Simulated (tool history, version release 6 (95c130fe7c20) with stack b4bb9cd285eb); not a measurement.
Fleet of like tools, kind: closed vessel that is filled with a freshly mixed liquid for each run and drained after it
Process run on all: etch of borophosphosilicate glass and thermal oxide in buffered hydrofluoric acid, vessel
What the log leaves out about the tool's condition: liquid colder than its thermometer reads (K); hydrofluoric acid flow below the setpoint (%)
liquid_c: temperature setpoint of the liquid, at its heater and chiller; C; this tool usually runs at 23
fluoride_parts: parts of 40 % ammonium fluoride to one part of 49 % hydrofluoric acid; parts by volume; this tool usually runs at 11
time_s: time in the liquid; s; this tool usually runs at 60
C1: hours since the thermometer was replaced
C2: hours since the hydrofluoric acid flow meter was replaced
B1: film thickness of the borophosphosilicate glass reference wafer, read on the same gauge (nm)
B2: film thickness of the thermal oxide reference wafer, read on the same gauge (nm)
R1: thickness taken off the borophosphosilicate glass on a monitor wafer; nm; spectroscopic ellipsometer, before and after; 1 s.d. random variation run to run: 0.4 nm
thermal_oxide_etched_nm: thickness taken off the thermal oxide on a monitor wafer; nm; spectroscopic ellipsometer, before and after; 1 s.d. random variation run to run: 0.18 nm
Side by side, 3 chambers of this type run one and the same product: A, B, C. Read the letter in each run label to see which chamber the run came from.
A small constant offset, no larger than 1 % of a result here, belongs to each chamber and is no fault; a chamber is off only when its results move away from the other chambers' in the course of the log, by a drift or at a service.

Run 1A, day 0.275: usual settings; C1 314.8; C2 1082.6; B1 60.013; B2 120.03. Result: R1 74.701 nm, thermal_oxide_etched_nm 57.79 nm.
Run 2B, day 0.608: usual settings; C1 991; C2 547.5; B1 59.996; B2 120.01. Result: R1 74.427 nm, thermal_oxide_etched_nm 58.107 nm.
Run 3C, day 0.871: usual settings; C1 474.2; C2 421.4; B1 59.982; B2 119.99. Result: R1 73.509 nm, thermal_oxide_etched_nm 57.719 nm.
Run 4A, day 1.25: usual settings; C1 338.2; C2 1106; B1 59.987; B2 119.99. Result: R1 74.911 nm, thermal_oxide_etched_nm 57.751 nm.
Run 5C, day 1.583: usual settings; C1 491.3; C2 438.5; B1 60.002; B2 120.01. Result: R1 73.868 nm, thermal_oxide_etched_nm 57.81 nm.
Run 6B, day 1.829: usual settings; C1 1020.3; C2 576.8; B1 59.992; B2 120.03. Result: R1 73.808 nm, thermal_oxide_etched_nm 57.825 nm.
Run 7B, day 2.046: usual settings; C1 1025.5; C2 582; B1 59.963; B2 120.05. Result: R1 74.244 nm, thermal_oxide_etched_nm 57.702 nm.
Run 8A, day 2.317: usual settings; C1 363.8; C2 1131.6; B1 60.002; B2 119.97. Result: R1 74.519 nm, thermal_oxide_etched_nm 57.782 nm.
Run 9C, day 2.692: usual settings but liquid_c 24.5 C; C1 517.9; C2 465.1; B1 59.999; B2 120.02. Result: R1 79.882 nm, thermal_oxide_etched_nm 62.581 nm.
Run 10A, day 2.996: usual settings but liquid_c 24.5 C; C1 380.1; C2 1147.9; B1 60.017; B2 120. Result: R1 80.488 nm, thermal_oxide_etched_nm 63.434 nm.
Run 11B, day 3.304: usual settings but liquid_c 24.5 C; C1 1055.7; C2 612.2; B1 60.024; B2 119.97. Result: R1 80.938 nm, thermal_oxide_etched_nm 62.846 nm.
Run 12C, day 3.496: usual settings; C1 537.2; C2 484.4; B1 59.98; B2 119.98. Result: R1 73.933 nm, thermal_oxide_etched_nm 57.53 nm.
Run 13A, day 3.712: usual settings; C1 397.3; C2 1165.1; B1 60.002; B2 120.02. Result: R1 74.919 nm, thermal_oxide_etched_nm 57.705 nm.
Run 14B, day 4.004: usual settings; C1 1072.5; C2 629; B1 59.993; B2 120.01. Result: R1 74.657 nm, thermal_oxide_etched_nm 58.067 nm.
Run 15C, day 4.25: usual settings; C1 555.3; C2 502.5; B1 59.976; B2 119.98. Result: R1 73.722 nm, thermal_oxide_etched_nm 57.458 nm.
Run 16C, day 4.558: usual settings; C1 562.7; C2 509.9; B1 59.983; B2 119.99. Result: R1 73.039 nm, thermal_oxide_etched_nm 57.463 nm.
Run 17A, day 4.925: usual settings; C1 426.4; C2 1194.2; B1 60.011; B2 120.05. Result: R1 74.62 nm, thermal_oxide_etched_nm 58.063 nm.
Run 18B, day 5.088: usual settings; C1 1098.5; C2 655; B1 60.013; B2 120. Result: R1 74.677 nm, thermal_oxide_etched_nm 58.058 nm.
Run 19C, day 5.367: usual settings; C1 582.1; C2 529.3; B1 60.011; B2 119.98. Result: R1 73.553 nm, thermal_oxide_etched_nm 57.636 nm.
Run 20A, day 5.571: usual settings; C1 441.9; C2 1209.7; B1 59.981; B2 119.98. Result: R1 74.375 nm, thermal_oxide_etched_nm 57.922 nm.
Run 21B, day 5.825: usual settings but liquid_c 26 C, fluoride_parts 8.5 parts by volume; C1 1116.2; C2 672.7; B1 59.982; B2 119.97. Result: R1 108.95 nm, thermal_oxide_etched_nm 84.879 nm.
Run 22A, day 6.046: usual settings but liquid_c 26 C, fluoride_parts 8.5 parts by volume; C1 453.3; C2 1221.1; B1 60.014; B2 120. Result: R1 109.77 nm, thermal_oxide_etched_nm 86.221 nm.
Run 23C, day 6.308: usual settings but liquid_c 26 C, fluoride_parts 8.5 parts by volume; C1 604.7; C2 551.9; B1 60.014; B2 119.98. Result: R1 107.92 nm, thermal_oxide_etched_nm 84.594 nm.
Run 24B, day 6.575: usual settings; C1 1134.2; C2 690.7; B1 60.018; B2 119.99. Result: R1 74.674 nm, thermal_oxide_etched_nm 57.93 nm.
Run 25A, day 6.888: usual settings; C1 473.5; C2 1241.3; B1 59.998; B2 119.99. Result: R1 74.188 nm, thermal_oxide_etched_nm 57.773 nm.
Run 26B, day 7.271: usual settings; C1 1150.9; C2 707.4; B1 60.013; B2 120.02. Result: R1 74.34 nm, thermal_oxide_etched_nm 58.122 nm.
Run 27C, day 7.558: usual settings; C1 634.7; C2 581.9; B1 59.998; B2 120.01. Result: R1 73.788 nm, thermal_oxide_etched_nm 58.005 nm.
Run 28A, day 7.821: usual settings; C1 495.9; C2 1263.7; B1 60.007; B2 119.99. Result: R1 74.965 nm, thermal_oxide_etched_nm 57.929 nm.
Run 29C, day 8.138: usual settings; C1 648.6; C2 595.8; B1 59.981; B2 120.02. Result: R1 73.739 nm, thermal_oxide_etched_nm 57.46 nm.

What goes on in this fleet: one chamber off, a drifting gauge, or nothing beyond the chambers' own small offsets? Name the chamber and the cause, if any.

No chamber is off and the gauge is stable; the differences are just each chamber's small, constant offset.

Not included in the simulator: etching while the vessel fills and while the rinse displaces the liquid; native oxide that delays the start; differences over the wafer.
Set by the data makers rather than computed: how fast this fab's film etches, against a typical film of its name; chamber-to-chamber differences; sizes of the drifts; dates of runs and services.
